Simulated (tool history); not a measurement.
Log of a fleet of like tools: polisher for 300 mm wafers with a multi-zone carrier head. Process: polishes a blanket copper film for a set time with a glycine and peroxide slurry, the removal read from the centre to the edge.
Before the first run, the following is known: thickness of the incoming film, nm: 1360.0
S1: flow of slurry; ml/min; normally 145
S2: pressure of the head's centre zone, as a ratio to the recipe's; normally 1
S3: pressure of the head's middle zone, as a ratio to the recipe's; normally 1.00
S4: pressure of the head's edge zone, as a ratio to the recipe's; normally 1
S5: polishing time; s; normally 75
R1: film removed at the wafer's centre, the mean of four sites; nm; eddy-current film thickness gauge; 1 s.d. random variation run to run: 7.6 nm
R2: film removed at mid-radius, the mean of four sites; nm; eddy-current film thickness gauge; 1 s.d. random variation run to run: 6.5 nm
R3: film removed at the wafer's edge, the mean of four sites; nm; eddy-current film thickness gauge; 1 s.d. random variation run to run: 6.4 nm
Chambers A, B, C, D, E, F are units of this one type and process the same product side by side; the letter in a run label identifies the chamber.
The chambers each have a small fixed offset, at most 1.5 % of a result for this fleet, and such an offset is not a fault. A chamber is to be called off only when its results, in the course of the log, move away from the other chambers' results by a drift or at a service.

run 1D hour=4.8 | S1=145 S2=1 S3=1.00 S4=1 S5=75 | R1=535.20 R2=506.95 R3=506.23
-- hour=5.8 chamber F: worn pad replaced by a new one
-- hour=9.0 chamber D: edge zone pressure recalibrated
run 2C hour=9.2 | S1=145 S2=1 S3=1.00 S4=1 S5=75 | R1=515.85 R2=520.38 R3=525.19
run 3F hour=16.9 | S1=145 S2=1 S3=1.00 S4=1 S5=75 | R1=512.33 R2=515.14 R3=505.56
run 4A hour=23.9 | S1=145 S2=1 S3=1.00 S4=1 S5=75 | R1=519.60 R2=517.63 R3=509.84
run 5B hour=27.8 | S1=145 S2=1 S3=1.00 S4=1 S5=75 | R1=528.80 R2=510.85 R3=524.85
run 6E hour=34.7 | S1=145 S2=1 S3=1.00 S4=1 S5=75 | R1=528.32 R2=514.84 R3=525.21
run 7C hour=42.5 | S1=145 S2=1 S3=1.00 S4=1 S5=75 | R1=511.81 R2=521.56 R3=518.95
run 8F hour=51.2 | S1=145 S2=1 S3=1.04 S4=1 S5=100 | R1=699.73 R2=724.73 R3=700.57
-- hour=53.6 chamber C: edge zone pressure recalibrated
-- hour=55.4 chamber B: worn pad replaced by a new one
-- hour=56.7 chamber E: worn pad replaced by a new one
run 9A hour=57.1 | S1=145 S2=1 S3=1.04 S4=1 S5=100 | R1=687.33 R2=719.00 R3=671.68
run 10E hour=64.1 | S1=145 S2=1 S3=1.04 S4=1 S5=100 | R1=696.80 R2=699.44 R3=681.42
-- hour=66.4 chamber E: centre zone pressure recalibrated
-- hour=67.2 chamber D: slurry nozzle cleaned
run 11D hour=69.1 | S1=145 S2=1 S3=1.04 S4=1 S5=100 | R1=693.43 R2=721.77 R3=693.69
run 12B hour=76.8 | S1=145 S2=1 S3=1.04 S4=1 S5=100 | R1=679.23 R2=703.79 R3=690.54
run 13F hour=84.4 | S1=145 S2=1 S3=1.04 S4=1 S5=100 | R1=682.67 R2=717.00 R3=698.18
run 14A hour=89.2 | S1=145 S2=1 S3=1.00 S4=1 S5=75 | R1=516.41 R2=517.31 R3=520.10
run 15C hour=95.5 | S1=145 S2=1 S3=1.00 S4=1 S5=75 | R1=521.06 R2=528.26 R3=514.77
run 16B hour=103.1 | S1=145 S2=1 S3=1.00 S4=1 S5=75 | R1=516.25 R2=513.75 R3=528.94
-- hour=109.6 chamber A: edge zone pressure recalibrated
run 17D hour=110.5 | S1=145 S2=1 S3=1.00 S4=1 S5=75 | R1=508.75 R2=517.73 R3=507.50
-- hour=111.2 chamber C: worn pad replaced by a new one
-- hour=117.4 chamber F: worn pad replaced by a new one
run 18E hour=119.0 | S1=145 S2=1 S3=1.00 S4=1 S5=75 | R1=514.17 R2=521.26 R3=519.14
run 19F hour=123.5 | S1=145 S2=1 S3=1.00 S4=1 S5=75 | R1=513.90 R2=525.32 R3=518.07
-- hour=127.9 chamber F: slurry nozzle cleaned
run 20B hour=129.4 | S1=145 S2=1 S3=1.00 S4=1 S5=75 | R1=506.41 R2=504.03 R3=521.33
run 21D hour=137.2 | S1=145 S2=1 S3=1.00 S4=1 S5=75 | R1=521.07 R2=513.81 R3=516.46
-- hour=143.8 chamber D: worn pad replaced by a new one
run 22E hour=144.5 | S1=145 S2=1 S3=1.00 S4=1 S5=75 | R1=514.72 R2=515.07 R3=519.22
run 23C hour=149.0 | S1=145 S2=1 S3=1.00 S4=1 S5=75 | R1=520.34 R2=525.43 R3=515.80
run 24A hour=154.9 | S1=145 S2=1 S3=1.00 S4=1 S5=75 | R1=518.13 R2=528.88 R3=522.64
run 25B hour=163.0 | S1=95 S2=1 S3=1.00 S4=1 S5=65 | R1=393.83 R2=404.65 R3=412.96
run 26C hour=170.2 | S1=95 S2=1 S3=1.00 S4=1 S5=65 | R1=399.02 R2=400.65 R3=417.60
run 27F hour=178.7 | S1=95 S2=1 S3=1.00 S4=1 S5=65 | R1=390.85 R2=405.12 R3=419.34
run 28E hour=184.2 | S1=95 S2=1 S3=1.00 S4=1 S5=65 | R1=397.89 R2=406.39 R3=415.40
-- hour=184.4 chamber A: worn pad replaced by a new one
-- hour=185.5 chamber D: centre zone pressure recalibrated
run 29D hour=192.5 | S1=95 S2=1 S3=1.00 S4=1 S5=65 | R1=401.15 R2=407.11 R3=412.08
run 30A hour=201.3 | S1=95 S2=1 S3=1.00 S4=1 S5=65 | R1=406.03 R2=414.34 R3=413.63
run 31D hour=207.2 | S1=145 S2=1 S3=1.00 S4=1 S5=75 | R1=525.58 R2=509.60 R3=514.42
-- hour=208.4 chamber E: worn pad replaced by a new one
run 32E hour=212.7 | S1=145 S2=1 S3=1.00 S4=1 S5=75 | R1=506.16 R2=526.06 R3=520.40
-- hour=214.1 chamber F: worn pad replaced by a new one
-- hour=218.0 chamber C: slurry nozzle cleaned
run 33A hour=221.5 | S1=145 S2=1 S3=1.00 S4=1 S5=75 | R1=520.15 R2=518.77 R3=514.78
run 34C hour=227.5 | S1=145 S2=1 S3=1.00 S4=1 S5=75 | R1=525.70 R2=525.04 R3=517.50
run 35F hour=235.3 | S1=145 S2=1 S3=1.00 S4=1 S5=75 | R1=524.52 R2=509.74 R3=526.39
-- hour=241.7 chamber B: edge zone pressure recalibrated
run 36B hour=243.2 | S1=145 S2=1 S3=1.00 S4=1 S5=75 | R1=517.87 R2=522.18 R3=519.30
run 37B hour=251.0 | S1=145 S2=1 S3=1.00 S4=1 S5=75 | R1=522.58 R2=525.13 R3=524.94
run 38E hour=258.1 | S1=145 S2=1 S3=1.00 S4=1 S5=75 | R1=513.12 R2=510.35 R3=520.90
run 39C hour=263.0 | S1=145 S2=1 S3=1.00 S4=1 S5=75 | R1=514.33 R2=517.37 R3=520.86
run 40A hour=267.3 | S1=145 S2=1 S3=1.00 S4=1 S5=75 | R1=517.80 R2=515.36 R3=515.00
run 41D hour=274.7 | S1=145 S2=1 S3=1.00 S4=1 S5=75 | R1=520.94 R2=508.42 R3=518.64
run 42F hour=282.0 | S1=145 S2=1 S3=1.00 S4=1 S5=75 | R1=506.42 R2=515.71 R3=522.03

What goes on in this fleet: one chamber off, a drifting gauge, or nothing beyond the chambers' own small offsets? Name the chamber and the cause, if any.

The fleet is healthy, with each chamber sitting at its usual small offset and no drift in the gauge.
